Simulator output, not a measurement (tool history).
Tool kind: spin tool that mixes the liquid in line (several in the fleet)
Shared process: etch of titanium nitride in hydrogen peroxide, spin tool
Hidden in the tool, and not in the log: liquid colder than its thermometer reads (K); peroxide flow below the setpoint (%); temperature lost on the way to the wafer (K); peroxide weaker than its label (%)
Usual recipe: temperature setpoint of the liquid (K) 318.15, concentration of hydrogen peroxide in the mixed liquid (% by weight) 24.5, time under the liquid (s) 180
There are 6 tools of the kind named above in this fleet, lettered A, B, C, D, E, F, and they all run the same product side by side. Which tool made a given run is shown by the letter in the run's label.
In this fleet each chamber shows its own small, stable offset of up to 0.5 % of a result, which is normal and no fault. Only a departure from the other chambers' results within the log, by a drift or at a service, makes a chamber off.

run   hour  temperature setpoint of the liquid (K)  concentration of hydrogen peroxide in the mixed liquid (% by weight)  time under the liquid (s)  hours since the thermometer was replaced  hours since the peroxide flow meter was replaced  hours since the heated supply line was repaired  hours since the drum of peroxide was connected  read-back film thickness of the titanium nitride reference wafer, read on the same gauge (nm)  thickness taken off the titanium nitride on a monitor wafer (angstrom)
 1B    2.8                                  318.15                                                                  24.5                        180                                     749.9                                             553.8                                             94.7                                           111.9                                                                                         30.025                                                                  74.838
 2A    5.1                                  318.15                                                                  24.5                        180                                     899.1                                               524                                           2332.9                                           997.7                                                                                         30.023                                                                  74.195
 3C    7.8                                  318.15                                                                  24.5                        180                                      1026                                             160.3                                            894.9                                           547.5                                                                                         29.988                                                                  74.036
 4E   10.1                                  318.15                                                                  24.5                        180                                     546.2                                             673.3                                            301.8                                             128                                                                                         29.968                                                                  73.045
 5F   12.3                                  318.15                                                                  24.5                        180                                    1428.6                                             800.9                                            636.7                                           452.8                                                                                         30.009                                                                  74.253
 6D   14.6                                  308.65                                                                  24.5                        180                                      1366                                             367.3                                            366.4                                             796                                                                                         29.978                                                                  36.547
 7B   18.5                                  308.65                                                                  24.5                        180                                     765.6                                             569.5                                            110.4                                           127.6                                                                                         30.002                                                                   36.12
 8C   22.1                                  308.65                                                                  24.5                        180                                    1040.3                                             174.6                                            909.2                                           561.8                                                                                         29.969                                                                      36
 9E   25.4                                  308.65                                                                  24.5                        180                                     561.5                                             688.6                                            317.1                                           143.3                                                                                          30.02                                                                  35.925
10A   28.4                                  308.65                                                                  24.5                        180                                     922.4                                             547.3                                           2356.2                                            1021                                                                                         30.017                                                                  35.797
11D   32.4                                  308.65                                                                  24.5                        180                                    1383.8                                             385.1                                            384.2                                           813.8                                                                                         30.014                                                                  36.125
12F   35.8                                  318.15                                                                    18                        180                                    1452.1                                             824.4                                            660.2                                           476.3                                                                                          30.04                                                                  69.456
13F   39.5                                  318.15                                                                    18                        180                                    1455.8                                             828.1                                            663.9                                             480                                                                                         29.979                                                                    69.4
14E   43.2                                  318.15                                                                    18                        180                                     579.3                                             706.4                                            334.9                                           161.1                                                                                          29.99                                                                  69.014
15C   47.6                                  318.15                                                                    18                        180                                    1065.8                                             200.1                                            934.7                                           587.3                                                                                         29.986                                                                   69.36
16A   52.4                                  318.15                                                                    18                        180                                     946.4                                             571.3                                           2380.2                                            1045                                                                                         29.975                                                                  69.957
17B   56.3                                  318.15                                                                    18                        180                                     803.4                                             607.3                                            148.2                                           165.4                                                                                         29.992                                                                  69.924
18D   60.9                                  318.15                                                                  24.5                        180                                    1412.3                                             413.6                                            412.7                                           842.3                                                                                         30.022                                                                  74.699
19D   63.6                                  327.15                                                                  24.5                        270                                      1415                                             416.3                                            415.4                                             845                                                                                             30                                                                  213.41
20E   68.2                                  327.15                                                                  24.5                        270                                     604.3                                             731.4                                            359.9                                           186.1                                                                                         30.011                                                                   219.3
21C   70.5                                  327.15                                                                  24.5                        270                                    1088.7                                               223                                            957.6                                           610.2                                                                                         29.987                                                                  214.38
22A   72.8                                  327.15                                                                  24.5                        270                                     966.8                                             591.7                                           2400.6                                          1065.4                                                                                         29.978                                                                  212.02
23F   77.4                                  327.15                                                                  24.5                        270                                    1493.7                                               866                                            701.8                                           517.9                                                                                         30.009                                                                  208.36
24B   80.6                                  327.15                                                                  24.5                        270                                     827.7                                             631.6                                            172.5                                           189.7                                                                                          29.99                                                                  216.87
25C   83.8                                  314.65                                                                    30                        180                                      1102                                             236.3                                            970.9                                           623.5                                                                                         29.973                                                                  59.559
26B   88.4                                  314.65                                                                    30                        180                                     835.5                                             639.4                                            180.3                                           197.5                                                                                         30.007                                                                  60.292
27A     92                                  314.65                                                                    30                        180                                       986                                             610.9                                           2419.8                                          1084.6                                                                                         29.958                                                                  59.412
28F   94.2                                  314.65                                                                    30                        180                                    1510.5                                             882.8                                            718.6                                           534.7                                                                                         30.059                                                                  57.525
29D   96.8                                  314.65                                                                    30                        180                                    1448.2                                             449.5                                            448.6                                           878.2                                                                                          29.98                                                                  60.274
30E   99.5                                  314.65                                                                    30                        180                                     635.6                                             762.7                                            391.2                                           217.4                                                                                         30.001                                                                  59.856
     101.3  -- chamber C: new drum of peroxide connected
31E  101.8                                  318.15                                                                  24.5                        180                                     637.9                                               765                                            393.5                                           219.7                                                                                         30.007                                                                  75.629
32A  106.3                                  318.15                                                                  24.5                        180                                    1000.3                                             625.2                                           2434.1                                          1098.9                                                                                         29.987                                                                  74.661
33B    110                                  318.15                                                                  24.5                        180                                     857.1                                               661                                            201.9                                           219.1                                                                                         29.998                                                                  74.547
34F  113.7                                  318.15                                                                  24.5                        180                                      1530                                             902.3                                            738.1                                           554.2                                                                                         29.974                                                                   71.32
35D  117.8                                  318.15                                                                  24.5                        180                                    1469.2                                             470.5                                            469.6                                           899.2                                                                                         30.001                                                                  75.129
36C  122.6                                  318.15                                                                  24.5                        180                                    1140.8                                             275.1                                           1009.7                                            21.3                                                                                         30.006                                                                  74.478
     123.4  -- chamber D: thermometer replaced
37C  127.3                                  318.15                                                                  24.5                        180                                    1145.5                                             279.8                                           1014.4                                              26                                                                                         30.019                                                                  76.122
38D    132                                  318.15                                                                  24.5                        180                                       8.6                                             484.7                                            483.8                                           913.4                                                                                         29.971                                                                  75.664
39E  135.4                                  318.15                                                                  24.5                        180                                     671.5                                             798.6                                            427.1                                           253.3                                                                                         30.009                                                                  73.851
40B  140.2                                  321.65                                                                  24.5                        220                                     887.3                                             691.2                                            232.1                                           249.3                                                                                         30.013                                                                  118.39
41F  144.2                                  321.65                                                                  24.5                        220                                    1560.5                                             932.8                                            768.6                                           584.7                                                                                         29.974                                                                   111.5

Read the log: is a single chamber off, either drifting away or since a service, is the gauge that measures every chamber drifting, or is nothing wrong beyond small per-chamber offsets? Name any odd chamber and what most likely caused it.

Little by little, chamber F moves away from the other chambers.
Likeliest cause: temperature lost on the way to the wafer (K) = 0.774.
With only this log, it may be confused with: liquid colder than its thermometer reads (K).

Which of the 4 candidates below, each the usual settings with something changed and its results left as question marks, puts chamber F back in line with what the other chambers give on the usual settings?
In line means no further than this from the other chambers' mean on the usual settings: thickness taken off the titanium nitride on a monitor wafer (angstrom) 2.1
42F-1  147.7                                  318.15                                                                  24.5                        160                                                                                                                                                                                                                                                                                                                                                                   ?
42F-2  147.7                                  319.15                                                                  24.5                        185                                                                                                                                                                                                                                                                                                                                                                   ?
42F-3  147.7                                  317.65                                                                  24.5                        175                                                                                                                                                                                                                                                                                                                                                                   ?
42F-4  147.7                                  318.15                                                                  24.5                        190                                                                                                                                                                                                                                                                                                                                                                   ?

Other chambers, usual settings, mean: thickness taken off the titanium nitride on a monitor wafer (angstrom) 74.537
  run  thickness taken off the titanium nitride on a monitor wafer (angstrom)
42F-1                                                                  62.096
42F-2                                                                  77.363
42F-3                                                                  65.418
42F-4                                                                  73.739
Change 42F-4 lands the chamber within the allowed miss of the other chambers.

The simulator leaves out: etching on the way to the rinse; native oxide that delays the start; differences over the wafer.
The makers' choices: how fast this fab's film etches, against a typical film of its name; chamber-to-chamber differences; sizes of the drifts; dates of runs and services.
